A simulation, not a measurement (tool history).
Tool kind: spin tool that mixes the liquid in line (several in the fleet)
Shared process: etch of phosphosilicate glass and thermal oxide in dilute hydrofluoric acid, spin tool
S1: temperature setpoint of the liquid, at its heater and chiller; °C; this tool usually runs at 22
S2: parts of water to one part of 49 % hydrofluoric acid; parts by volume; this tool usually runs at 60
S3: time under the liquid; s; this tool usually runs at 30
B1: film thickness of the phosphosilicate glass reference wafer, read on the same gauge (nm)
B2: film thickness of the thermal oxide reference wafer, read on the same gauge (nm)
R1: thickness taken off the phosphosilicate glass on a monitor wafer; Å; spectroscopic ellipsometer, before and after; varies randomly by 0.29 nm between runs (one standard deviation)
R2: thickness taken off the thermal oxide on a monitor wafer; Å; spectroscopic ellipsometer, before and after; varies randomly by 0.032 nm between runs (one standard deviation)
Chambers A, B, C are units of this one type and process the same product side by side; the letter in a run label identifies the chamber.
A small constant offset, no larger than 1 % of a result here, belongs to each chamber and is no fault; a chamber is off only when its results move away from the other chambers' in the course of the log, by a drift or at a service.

{"run": "1C", "hour": 8.5, "S1": 22, "S2": 60, "S3": 30, "B1": 140.01, "B2": 59.974, "R1": 294.99, "R2": 23.132}
{"run": "2B", "hour": 16.8, "S1": 22, "S2": 60, "S3": 30, "B1": 140.0, "B2": 59.988, "R1": 298.2, "R2": 22.815}
{"run": "3A", "hour": 22.9, "S1": 22, "S2": 60, "S3": 30, "B1": 140.01, "B2": 60.013, "R1": 295.89, "R2": 22.809}
{"run": "4C", "hour": 29.0, "S1": 22, "S2": 60, "S3": 30, "B1": 139.96, "B2": 60.01, "R1": 300.18, "R2": 22.719}
{"run": "5B", "hour": 35.7, "S1": 22, "S2": 85, "S3": 40, "B1": 139.99, "B2": 60.042, "R1": 273.7, "R2": 21.121}
{"run": "6A", "hour": 42.1, "S1": 22, "S2": 85, "S3": 40, "B1": 140.02, "B2": 59.998, "R1": 273.9, "R2": 20.548}
{"run": "7C", "hour": 52.1, "S1": 22, "S2": 85, "S3": 40, "B1": 139.97, "B2": 59.97, "R1": 267.13, "R2": 20.879}
{"run": "8B", "hour": 57.2, "S1": 22, "S2": 60, "S3": 30, "B1": 139.98, "B2": 60.001, "R1": 296.94, "R2": 22.405}
{"run": "9A", "hour": 67.6, "S1": 22, "S2": 60, "S3": 30, "B1": 140.0, "B2": 60.01, "R1": 298.22, "R2": 22.981}
{"run": "10A", "hour": 73.9, "S1": 22, "S2": 60, "S3": 30, "B1": 139.96, "B2": 60.005, "R1": 299.19, "R2": 23.05}
{"run": "11B", "hour": 82.9, "S1": 22, "S2": 60, "S3": 30, "B1": 140.0, "B2": 60.002, "R1": 299.83, "R2": 23.342}
{"run": "12C", "hour": 91.0, "S1": 22, "S2": 60, "S3": 30, "B1": 140.01, "B2": 60.053, "R1": 294.77, "R2": 23.149}
{"run": "13A", "hour": 100.6, "S1": 26, "S2": 60, "S3": 30, "B1": 140.01, "B2": 59.995, "R1": 352.68, "R2": 27.511}
{"run": "14B", "hour": 107.5, "S1": 26, "S2": 60, "S3": 30, "B1": 139.97, "B2": 60.009, "R1": 349.19, "R2": 26.382}
{"run": "15C", "hour": 115.6, "S1": 26, "S2": 60, "S3": 30, "B1": 140.01, "B2": 59.998, "R1": 348.31, "R2": 26.742}
{"run": "16A", "hour": 122.3, "S1": 22, "S2": 60, "S3": 30, "B1": 140.0, "B2": 59.982, "R1": 299.23, "R2": 23.11}
{"run": "17B", "hour": 132.7, "S1": 22, "S2": 60, "S3": 30, "B1": 140.02, "B2": 59.986, "R1": 300.86, "R2": 23.019}
{"run": "18C", "hour": 142.8, "S1": 22, "S2": 60, "S3": 30, "B1": 140.0, "B2": 60.047, "R1": 294.07, "R2": 23.13}
{"run": "19A", "hour": 152.3, "S1": 22, "S2": 60, "S3": 30, "B1": 140.03, "B2": 60.028, "R1": 299.26, "R2": 23.213}
{"run": "20C", "hour": 157.5, "S1": 22, "S2": 60, "S3": 30, "B1": 139.98, "B2": 59.979, "R1": 291.86, "R2": 22.352}
{"run": "21B", "hour": 162.8, "S1": 22, "S2": 60, "S3": 30, "B1": 140.03, "B2": 60.026, "R1": 299.33, "R2": 23.203}
{"run": "22B", "hour": 168.2, "S1": 22, "S2": 60, "S3": 30, "B1": 140.01, "B2": 59.976, "R1": 299.38, "R2": 23.048}
{"run": "23C", "hour": 173.9, "S1": 22, "S2": 60, "S3": 30, "B1": 140.02, "B2": 59.96, "R1": 293.82, "R2": 23.427}
{"run": "24A", "hour": 181.0, "S1": 22, "S2": 30, "S3": 30, "B1": 140.0, "B2": 59.975, "R1": 608.87, "R2": 47.758}
{"run": "25C", "hour": 186.9, "S1": 22, "S2": 30, "S3": 30, "B1": 139.99, "B2": 59.996, "R1": 599.13, "R2": 47.825}
{"run": "26A", "hour": 192.1, "S1": 22, "S2": 30, "S3": 30, "B1": 140.01, "B2": 60.009, "R1": 609.69, "R2": 48.835}

Next, every chamber runs the same settings. What will each give?
{"run": "27A", "hour": 199.6, "S1": 22, "S2": 60, "S3": 30, "R1": "?", "R2": "?"}
{"run": "27B", "hour": 199.6, "S1": 22, "S2": 60, "S3": 30, "R1": "?", "R2": "?"}
{"run": "27C", "hour": 199.6, "S1": 22, "S2": 60, "S3": 30, "R1": "?", "R2": "?"}

run=27A R1=296.30 R2=22.425
run=27B R1=299.26 R2=23.270
run=27C R1=298.11 R2=22.970

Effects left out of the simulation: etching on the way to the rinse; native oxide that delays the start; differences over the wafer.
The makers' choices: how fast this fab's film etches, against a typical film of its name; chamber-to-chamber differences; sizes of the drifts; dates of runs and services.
